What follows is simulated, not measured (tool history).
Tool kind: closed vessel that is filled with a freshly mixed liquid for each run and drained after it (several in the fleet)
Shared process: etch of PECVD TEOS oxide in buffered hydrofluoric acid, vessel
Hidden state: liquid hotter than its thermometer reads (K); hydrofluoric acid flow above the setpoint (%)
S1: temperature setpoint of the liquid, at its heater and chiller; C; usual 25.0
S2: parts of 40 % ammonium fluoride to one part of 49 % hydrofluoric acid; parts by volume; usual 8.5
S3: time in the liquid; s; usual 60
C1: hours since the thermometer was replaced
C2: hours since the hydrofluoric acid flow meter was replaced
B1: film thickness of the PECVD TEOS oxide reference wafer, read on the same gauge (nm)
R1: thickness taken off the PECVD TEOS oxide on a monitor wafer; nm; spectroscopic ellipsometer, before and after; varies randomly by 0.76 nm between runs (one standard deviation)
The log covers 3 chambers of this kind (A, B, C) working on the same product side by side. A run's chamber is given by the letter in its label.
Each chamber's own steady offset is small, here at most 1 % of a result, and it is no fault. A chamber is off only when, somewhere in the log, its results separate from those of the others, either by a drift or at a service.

run    day    S1   S2  S3      C1      C2      B1       R1
 1A  0.208  25.0  8.5  60  1875.6  1023.3  90.010  131.960
 2C  0.529  25.0  8.5  60  2902.3   320.6  89.986  128.950
 3B  0.842  25.0  8.5  60  1884.6   215.9  89.987  131.140
 4B  1.138  25.0  8.5  60  1891.7   223.0  90.014  131.870
 5C  1.317  25.0  8.5  60  2921.2   339.5  90.004  129.060
 6A  1.562  25.0  8.5  60  1908.1  1055.8  89.998  132.040
 7B  1.746  25.0  8.5  60  1906.3   237.6  90.045  130.360
 8C  1.925  25.0  8.5  60  2935.8   354.1  89.981  128.160
     2.208  -- chamber A: hydrofluoric acid flow meter replaced
 9A  2.221  25.0  8.5  60  1923.9     0.3  90.025  131.100
10B  2.462  25.0  8.5  60  1923.5   254.8  89.994  130.240
11C  2.608  29.5  9.5  60  2952.2   370.5  89.975  149.300
12A  2.879  29.5  9.5  60  1939.7    16.1  89.992  152.590
13A  3.142  29.5  9.5  60  1946.0    22.4  90.013  151.760
14B  3.408  23.5  8.5  85  1946.2   277.5  90.026  169.200
15C  3.675  23.5  8.5  85  2977.8   396.1  89.964  168.730
16B  3.979  23.5  8.5  85  1959.9   291.2  89.974  169.420
17A  4.250  25.0  8.5  60  1972.6    49.0  90.044  130.110
18C  4.404  25.0  8.5  60  2995.3   413.6  89.993  130.230
19A  4.675  25.0  8.5  60  1982.8    59.2  89.991  131.080
20B  4.938  25.0  8.5  60  1982.9   314.2  90.019  130.210
21C  5.138  25.0  8.5  60  3012.9   431.2  89.999  129.110
22C  5.392  25.0  8.5  60  3019.0   437.3  90.029  129.530
23A  5.625  27.0  8.5  50  2005.6    82.0  89.969  122.980
24B  5.833  27.0  8.5  50  2004.4   335.7  89.997  120.680
25C  6.104  27.0  8.5  50  3036.1   454.4  90.018  119.950
26A  6.425  25.0  8.5  60  2024.8   101.2  89.959  132.000
27B  6.675  25.0  8.5  60  2024.6   355.9  89.987  129.500
28A  6.975  27.0  8.5  60  2038.0   114.4  90.023  146.610
29C  7.275  27.0  8.5  60  3064.2   482.5  89.988  143.740
30B  7.508  27.0  8.5  60  2044.6   375.9  90.001  145.100
31C  7.762  25.0  8.5  60  3075.9   494.2  90.016  130.170
32A  7.921  25.0  8.5  35  2060.7   137.1  90.025   76.672
33B  8.075  25.0  8.5  35  2058.2   389.5  90.015   75.833
34B  8.342  25.0  8.5  35  2064.6   395.9  90.015   75.352
     8.542  -- chamber C: thermometer replaced
35A  8.600  27.0  8.5  60  2077.0   153.4  90.006  146.740
36C  8.775  27.0  8.5  60     5.7   518.5  89.991  142.330
37C  8.929  27.0  8.5  60     9.4   522.2  89.995  142.320
38A  9.183  25.0  8.5  60  2091.0   167.4  90.040  132.700
39B  9.504  25.0  8.5  60  2092.5   423.8  90.019  129.650
40B  9.742  25.0  8.5  60  2098.2   429.5  90.006  129.730

What goes on in this fleet: one chamber off, a drifting gauge, or nothing beyond the chambers' own small offsets? Name the chamber and the cause, if any.

Neither any chamber nor the gauge drifts; the chambers differ only by their own small, steady offsets.
